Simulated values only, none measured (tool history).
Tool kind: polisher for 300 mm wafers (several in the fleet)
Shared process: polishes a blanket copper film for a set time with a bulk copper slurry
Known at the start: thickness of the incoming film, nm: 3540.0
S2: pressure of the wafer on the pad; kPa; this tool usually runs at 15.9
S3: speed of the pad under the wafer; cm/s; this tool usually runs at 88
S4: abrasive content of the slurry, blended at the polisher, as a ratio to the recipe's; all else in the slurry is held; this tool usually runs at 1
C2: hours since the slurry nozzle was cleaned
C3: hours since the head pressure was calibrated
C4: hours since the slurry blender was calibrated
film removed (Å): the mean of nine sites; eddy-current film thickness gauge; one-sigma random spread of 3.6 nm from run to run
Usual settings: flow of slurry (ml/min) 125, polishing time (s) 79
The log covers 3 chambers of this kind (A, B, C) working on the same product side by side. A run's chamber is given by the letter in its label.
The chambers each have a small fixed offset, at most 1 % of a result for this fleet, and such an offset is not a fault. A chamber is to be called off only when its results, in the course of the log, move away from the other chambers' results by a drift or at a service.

{"day": 0.212, "done": "chamber B: worn pad replaced by a new one"}
{"run": "1C", "day": 0.421, "flow of slurry (ml/min)": 125, "S2": 15.9, "S3": 88, "S4": 1, "polishing time (s)": 79, "wafers polished on this pad": 797, "C2": 63.1, "C3": 426.5, "C4": 454.1, "film removed (Å)": 5422.2}
{"day": 0.512, "done": "chamber C: worn pad replaced by a new one"}
{"run": "2B", "day": 0.812, "flow of slurry (ml/min)": 125, "S2": 15.9, "S3": 88, "S4": 1, "polishing time (s)": 79, "wafers polished on this pad": 170, "C2": 23.3, "C3": 1192.8, "C4": 37.6, "film removed (Å)": 5455.8}
{"day": 1.004, "done": "chamber A: worn pad replaced by a new one"}
{"run": "3A", "day": 1.242, "flow of slurry (ml/min)": 125, "S2": 15.9, "S3": 88, "S4": 1, "polishing time (s)": 79, "wafers polished on this pad": 67, "C2": 324.2, "C3": 88.2, "C4": 64.6, "film removed (Å)": 5506.1}
{"run": "4C", "day": 1.533, "flow of slurry (ml/min)": 125, "S2": 15.9, "S3": 88, "S4": 1, "polishing time (s)": 79, "wafers polished on this pad": 289, "C2": 89.8, "C3": 453.2, "C4": 480.8, "film removed (Å)": 5445.6}
{"run": "5A", "day": 1.971, "flow of slurry (ml/min)": 125, "S2": 15.9, "S3": 88, "S4": 1, "polishing time (s)": 79, "wafers polished on this pad": 273, "C2": 341.7, "C3": 105.7, "C4": 82.1, "film removed (Å)": 5436.3}
{"run": "6B", "day": 2.221, "flow of slurry (ml/min)": 125, "S2": 15.9, "S3": 88, "S4": 1, "polishing time (s)": 102, "wafers polished on this pad": 568, "C2": 57.1, "C3": 1226.6, "C4": 71.4, "film removed (Å)": 7020.8}
{"run": "7B", "day": 2.612, "flow of slurry (ml/min)": 125, "S2": 15.9, "S3": 88, "S4": 1, "polishing time (s)": 102, "wafers polished on this pad": 679, "C2": 66.5, "C3": 1236, "C4": 80.8, "film removed (Å)": 6989.5}
{"day": 2.662, "done": "chamber C: slurry blender recalibrated"}
{"run": "8C", "day": 2.858, "flow of slurry (ml/min)": 125, "S2": 15.9, "S3": 88, "S4": 1, "polishing time (s)": 102, "wafers polished on this pad": 664, "C2": 121.6, "C3": 485, "C4": 4.8, "film removed (Å)": 7106.3}
{"day": 3.012, "done": "chamber B: worn pad replaced by a new one"}
{"run": "9A", "day": 3.154, "flow of slurry (ml/min)": 125, "S2": 15.9, "S3": 88, "S4": 1, "polishing time (s)": 79, "wafers polished on this pad": 607, "C2": 370.1, "C3": 134.1, "C4": 110.5, "film removed (Å)": 5431.7}
{"day": 3.254, "done": "chamber B: slurry blender recalibrated"}
{"run": "10B", "day": 3.588, "flow of slurry (ml/min)": 125, "S2": 15.9, "S3": 88, "S4": 1, "polishing time (s)": 79, "wafers polished on this pad": 162, "C2": 89.9, "C3": 1259.4, "C4": 8, "film removed (Å)": 5354.5}
{"day": 3.692, "done": "chamber A: worn pad replaced by a new one"}
{"day": 3.754, "done": "chamber C: worn pad replaced by a new one"}
{"run": "11A", "day": 4.058, "flow of slurry (ml/min)": 125, "S2": 15.9, "S3": 88, "S4": 1, "polishing time (s)": 79, "wafers polished on this pad": 104, "C2": 391.8, "C3": 155.8, "C4": 132.2, "film removed (Å)": 5440.1}
{"run": "12C", "day": 4.542, "flow of slurry (ml/min)": 125, "S2": 15.9, "S3": 88, "S4": 1, "polishing time (s)": 79, "wafers polished on this pad": 223, "C2": 162, "C3": 525.4, "C4": 45.2, "film removed (Å)": 5480.7}
{"run": "13C", "day": 5.021, "flow of slurry (ml/min)": 125, "S2": 15.9, "S3": 88, "S4": 1, "polishing time (s)": 79, "wafers polished on this pad": 359, "C2": 173.5, "C3": 536.9, "C4": 56.7, "film removed (Å)": 5487.9}
{"run": "14B", "day": 5.358, "flow of slurry (ml/min)": 125, "S2": 15.9, "S3": 88, "S4": 1, "polishing time (s)": 79, "wafers polished on this pad": 663, "C2": 132.4, "C3": 1301.9, "C4": 50.5, "film removed (Å)": 5417.4}
{"day": 5.488, "done": "chamber B: head pressure recalibrated"}
{"run": "15A", "day": 5.808, "flow of slurry (ml/min)": 125, "S2": 15.9, "S3": 88, "S4": 1, "polishing time (s)": 79, "wafers polished on this pad": 599, "C2": 433.8, "C3": 197.8, "C4": 174.2, "film removed (Å)": 5396.8}
{"day": 5.871, "done": "chamber B: worn pad replaced by a new one"}
{"run": "16B", "day": 6.129, "flow of slurry (ml/min)": 125, "S2": 15.9, "S3": 88, "S4": 1, "polishing time (s)": 79, "wafers polished on this pad": 74, "C2": 150.9, "C3": 15.5, "C4": 69, "film removed (Å)": 5182.4}
{"day": 6.158, "done": "chamber A: slurry blender recalibrated"}
{"day": 6.396, "done": "chamber A: worn pad replaced by a new one"}
{"run": "17A", "day": 6.479, "flow of slurry (ml/min)": 125, "S2": 15.9, "S3": 88, "S4": 1, "polishing time (s)": 79, "wafers polished on this pad": 23, "C2": 449.9, "C3": 213.9, "C4": 7.7, "film removed (Å)": 5420.1}
{"run": "18C", "day": 6.862, "flow of slurry (ml/min)": 125, "S2": 15.9, "S3": 88, "S4": 1, "polishing time (s)": 79, "wafers polished on this pad": 879, "C2": 217.7, "C3": 581.1, "C4": 100.9, "film removed (Å)": 5516}
{"day": 7.021, "done": "chamber B: slurry blender recalibrated"}
{"day": 7.058, "done": "chamber C: worn pad replaced by a new one"}
{"run": "19B", "day": 7.308, "flow of slurry (ml/min)": 125, "S2": 15.9, "S3": 88, "S4": 1, "polishing time (s)": 79, "wafers polished on this pad": 407, "C2": 179.2, "C3": 43.8, "C4": 6.9, "film removed (Å)": 5193.9}
{"run": "20C", "day": 7.754, "flow of slurry (ml/min)": 125, "S2": 15.9, "S3": 88, "S4": 1, "polishing time (s)": 79, "wafers polished on this pad": 197, "C2": 239.1, "C3": 602.5, "C4": 122.3, "film removed (Å)": 5507.9}
{"run": "21A", "day": 8.079, "flow of slurry (ml/min)": 125, "S2": 15.9, "S3": 88, "S4": 1, "polishing time (s)": 79, "wafers polished on this pad": 476, "C2": 488.3, "C3": 252.3, "C4": 46.1, "film removed (Å)": 5420.1}
{"day": 8.283, "done": "chamber B: worn pad replaced by a new one"}
{"run": "22A", "day": 8.367, "flow of slurry (ml/min)": 125, "S2": 15.9, "S3": 88, "S4": 1, "polishing time (s)": 79, "wafers polished on this pad": 557, "C2": 495.2, "C3": 259.2, "C4": 53, "film removed (Å)": 5480}
{"day": 8.808, "done": "chamber A: worn pad replaced by a new one"}
{"run": "23C", "day": 8.862, "flow of slurry (ml/min)": 125, "S2": 15.9, "S3": 88, "S4": 1, "polishing time (s)": 79, "wafers polished on this pad": 511, "C2": 265.7, "C3": 629.1, "C4": 148.9, "film removed (Å)": 5433.3}
{"run": "24B", "day": 9.325, "flow of slurry (ml/min)": 125, "S2": 15.9, "S3": 106, "S4": 1, "polishing time (s)": 79, "wafers polished on this pad": 294, "C2": 227.6, "C3": 92.2, "C4": 55.3, "film removed (Å)": 6280.7}
{"run": "25B", "day": 9.683, "flow of slurry (ml/min)": 125, "S2": 15.9, "S3": 106, "S4": 1, "polishing time (s)": 79, "wafers polished on this pad": 396, "C2": 236.2, "C3": 100.8, "C4": 63.9, "film removed (Å)": 6286}
{"run": "26A", "day": 9.946, "flow of slurry (ml/min)": 125, "S2": 15.9, "S3": 106, "S4": 1, "polishing time (s)": 79, "wafers polished on this pad": 322, "C2": 533.1, "C3": 297.1, "C4": 90.9, "film removed (Å)": 6588}
{"run": "27C", "day": 10.258, "flow of slurry (ml/min)": 125, "S2": 15.9, "S3": 88, "S4": 1, "polishing time (s)": 79, "wafers polished on this pad": 905, "C2": 299.2, "C3": 662.6, "C4": 182.4, "film removed (Å)": 5507.8}
{"run": "28A", "day": 10.492, "flow of slurry (ml/min)": 125, "S2": 15.9, "S3": 88, "S4": 1.15, "polishing time (s)": 79, "wafers polished on this pad": 476, "C2": 546.2, "C3": 310.2, "C4": 104, "film removed (Å)": 5582.2}
{"day": 10.775, "done": "chamber B: slurry blender recalibrated"}
{"run": "29B", "day": 10.875, "flow of slurry (ml/min)": 125, "S2": 15.9, "S3": 88, "S4": 1.15, "polishing time (s)": 79, "wafers polished on this pad": 733, "C2": 264.8, "C3": 129.4, "C4": 2.5, "film removed (Å)": 5328.4}
{"day": 10.879, "done": "chamber C: worn pad replaced by a new one"}
{"run": "30C", "day": 11.171, "flow of slurry (ml/min)": 125, "S2": 15.9, "S3": 88, "S4": 1.15, "polishing time (s)": 79, "wafers polished on this pad": 83, "C2": 321.1, "C3": 684.5, "C4": 204.3, "film removed (Å)": 5636.7}

Decide between three cases: one chamber stands off from its peers, the gauge reading all wafers drifts, or nothing is wrong past each chamber's small offset. Where a chamber is off, say which and what most likely put it there.

Chamber B came out of a service off from its peers and stayed that way.
Likeliest cause: head's pressure below its setpoint, % = 4.41.

Here are 4 candidates for chamber B's next run, each the usual settings with a change, their results left as question marks. Which one brings its results back in line with what the others give on the usual settings?
Maximum distance from the other chambers' mean on the usual settings for a result to count as in line: film removed (Å) 120
{"run": "31B-1", "day": 11.546, "flow of slurry (ml/min)": 125, "S2": 15.9, "S3": 90, "S4": 1, "polishing time (s)": 81, "film removed (Å)": "?"}
{"run": "31B-2", "day": 11.546, "flow of slurry (ml/min)": 125, "S2": 15.9, "S3": 88, "S4": 1, "polishing time (s)": 80, "film removed (Å)": "?"}
{"run": "31B-3", "day": 11.546, "flow of slurry (ml/min)": 120, "S2": 15.9, "S3": 88, "S4": 1, "polishing time (s)": 79, "film removed (Å)": "?"}
{"run": "31B-4", "day": 11.546, "flow of slurry (ml/min)": 125, "S2": 15.9, "S3": 88, "S4": 1, "polishing time (s)": 75, "film removed (Å)": "?"}

Other chambers, usual settings, mean: film removed (Å) 5458.4
run=31B-1 film_removed_(Å)=5464.8
run=31B-2 film_removed_(Å)=5275.6
run=31B-3 film_removed_(Å)=5165.5
run=31B-4 film_removed_(Å)=4945.9
31B-1 brings the chamber back in line.
